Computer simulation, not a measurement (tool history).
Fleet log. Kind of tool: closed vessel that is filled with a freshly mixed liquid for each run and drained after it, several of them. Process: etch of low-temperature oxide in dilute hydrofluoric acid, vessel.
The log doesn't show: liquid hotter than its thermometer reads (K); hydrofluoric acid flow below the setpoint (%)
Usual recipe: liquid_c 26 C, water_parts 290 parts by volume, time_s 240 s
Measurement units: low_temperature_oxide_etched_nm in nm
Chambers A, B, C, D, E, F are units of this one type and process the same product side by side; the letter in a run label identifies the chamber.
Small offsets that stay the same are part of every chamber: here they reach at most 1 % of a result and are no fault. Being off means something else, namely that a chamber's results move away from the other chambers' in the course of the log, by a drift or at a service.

| run | day | liquid_c | water_parts | time_s | hours since the thermometer was replaced | hours since the hydrofluoric acid flow meter was replaced | read-back film thickness of the low-temperature oxide reference wafer, read on the same gauge (nm) | low_temperature_oxide_etched_nm |
|---|---|---|---|---|---|---|---|---|
| 1F | 0.562 | 26 | 290 | 240 | 1049.4 | 787 | 130 | 15.681 |
|  | 0.767 | chamber C: thermometer replaced |
| 2C | 0.95 | 26 | 290 | 240 | 4.4 | 267.9 | 130 | 15.535 |
| 3B | 1.354 | 26 | 290 | 240 | 1746.9 | 870 | 130 | 15.442 |
| 4D | 1.829 | 26 | 290 | 240 | 282.1 | 1421.4 | 130 | 15.643 |
| 5A | 2.354 | 22 | 290 | 365 | 776.4 | 96.2 | 130.01 | 20.406 |
| 6E | 2.608 | 22 | 290 | 365 | 283.2 | 115.4 | 129.99 | 20.551 |
| 7B | 3.033 | 22 | 290 | 365 | 1787.2 | 910.3 | 130.01 | 20.482 |
| 8C | 3.3 | 22 | 290 | 365 | 60.8 | 324.3 | 129.99 | 20.529 |
| 9A | 3.542 | 22 | 290 | 365 | 804.9 | 124.7 | 130.02 | 20.371 |
|  | 3.833 | chamber B: hydrofluoric acid flow meter replaced |
| 10F | 3.838 | 22 | 290 | 365 | 1128 | 865.6 | 129.99 | 20.456 |
| 11D | 4.121 | 26 | 290 | 240 | 337.1 | 1476.4 | 130.01 | 15.579 |
| 12E | 4.533 | 26 | 290 | 240 | 329.4 | 161.6 | 130 | 15.73 |
| 13A | 5.079 | 30 | 375 | 240 | 841.8 | 161.6 | 130 | 12.547 |
| 14C | 5.45 | 30 | 375 | 240 | 112.4 | 375.9 | 130.02 | 12.604 |
| 15D | 5.783 | 30 | 375 | 240 | 377 | 1516.3 | 129.98 | 12.532 |
|  | 6.054 | chamber D: hydrofluoric acid flow meter replaced |
| 16E | 6.229 | 30 | 375 | 240 | 370.1 | 202.3 | 129.98 | 12.601 |
| 17F | 6.654 | 30 | 375 | 240 | 1195.6 | 933.2 | 129.99 | 12.594 |
| 18B | 7.075 | 30 | 375 | 240 | 1884.2 | 77.9 | 130 | 12.507 |
| 19D | 7.321 | 26 | 215 | 130 | 413.9 | 30.5 | 130.02 | 12.181 |
| 20B | 7.638 | 26 | 215 | 130 | 1897.7 | 91.4 | 130 | 12.178 |
| 21C | 8.104 | 26 | 215 | 130 | 176.1 | 439.6 | 129.99 | 12.136 |
| 22E | 8.662 | 26 | 215 | 130 | 428.5 | 260.7 | 130.01 | 12.485 |
|  | 8.925 | chamber A: thermometer replaced |
| 23F | 9.021 | 26 | 215 | 130 | 1252.4 | 990 | 129.99 | 12.277 |
| 24A | 9.554 | 26 | 215 | 130 | 15.2 | 269 | 130.03 | 12.137 |
| 25D | 10.104 | 26 | 290 | 240 | 480.7 | 97.3 | 130.03 | 15.435 |
| 26E | 10.392 | 24 | 290 | 240 | 470 | 302.2 | 130 | 14.634 |
| 27F | 10.946 | 24 | 290 | 240 | 1298.6 | 1036.2 | 129.99 | 14.521 |
| 28B | 11.4 | 24 | 290 | 240 | 1988 | 181.7 | 130.01 | 14.479 |
| 29A | 11.738 | 24 | 290 | 240 | 67.6 | 321.4 | 129.97 | 14.404 |
| 30C | 12.017 | 24 | 290 | 240 | 270 | 533.5 | 130.01 | 14.42 |
| 31B | 12.525 | 24 | 290 | 240 | 2015 | 208.7 | 129.99 | 14.459 |
|  | 12.558 | chamber F: thermometer replaced |
| 32F | 12.925 | 26 | 290 | 240 | 8.9 | 1083.7 | 129.99 | 15.48 |
| 33E | 13.217 | 26 | 290 | 240 | 537.8 | 370 | 130.01 | 15.58 |
| 34D | 13.546 | 26 | 290 | 240 | 563.3 | 179.9 | 130 | 15.617 |
| 35C | 14.092 | 26 | 240 | 240 | 319.8 | 583.3 | 130.01 | 19.599 |
| 36A | 14.525 | 26 | 240 | 240 | 134.5 | 388.3 | 130.04 | 19.622 |

Next, every chamber runs the same settings. What will each give?
| 37A | 14.925 | 26 | 290 | 240 |  |  |  | ? |
| 37B | 14.925 | 26 | 290 | 240 |  |  |  | ? |
| 37C | 14.925 | 26 | 290 | 240 |  |  |  | ? |
| 37D | 14.925 | 26 | 290 | 240 |  |  |  | ? |
| 37E | 14.925 | 26 | 290 | 240 |  |  |  | ? |
| 37F | 14.925 | 26 | 290 | 240 |  |  |  | ? |

| run | low_temperature_oxide_etched_nm |
|---|---|
| 37A | 15.501 |
| 37B | 15.515 |
| 37C | 15.535 |
| 37D | 15.583 |
| 37E | 15.639 |
| 37F | 15.549 |

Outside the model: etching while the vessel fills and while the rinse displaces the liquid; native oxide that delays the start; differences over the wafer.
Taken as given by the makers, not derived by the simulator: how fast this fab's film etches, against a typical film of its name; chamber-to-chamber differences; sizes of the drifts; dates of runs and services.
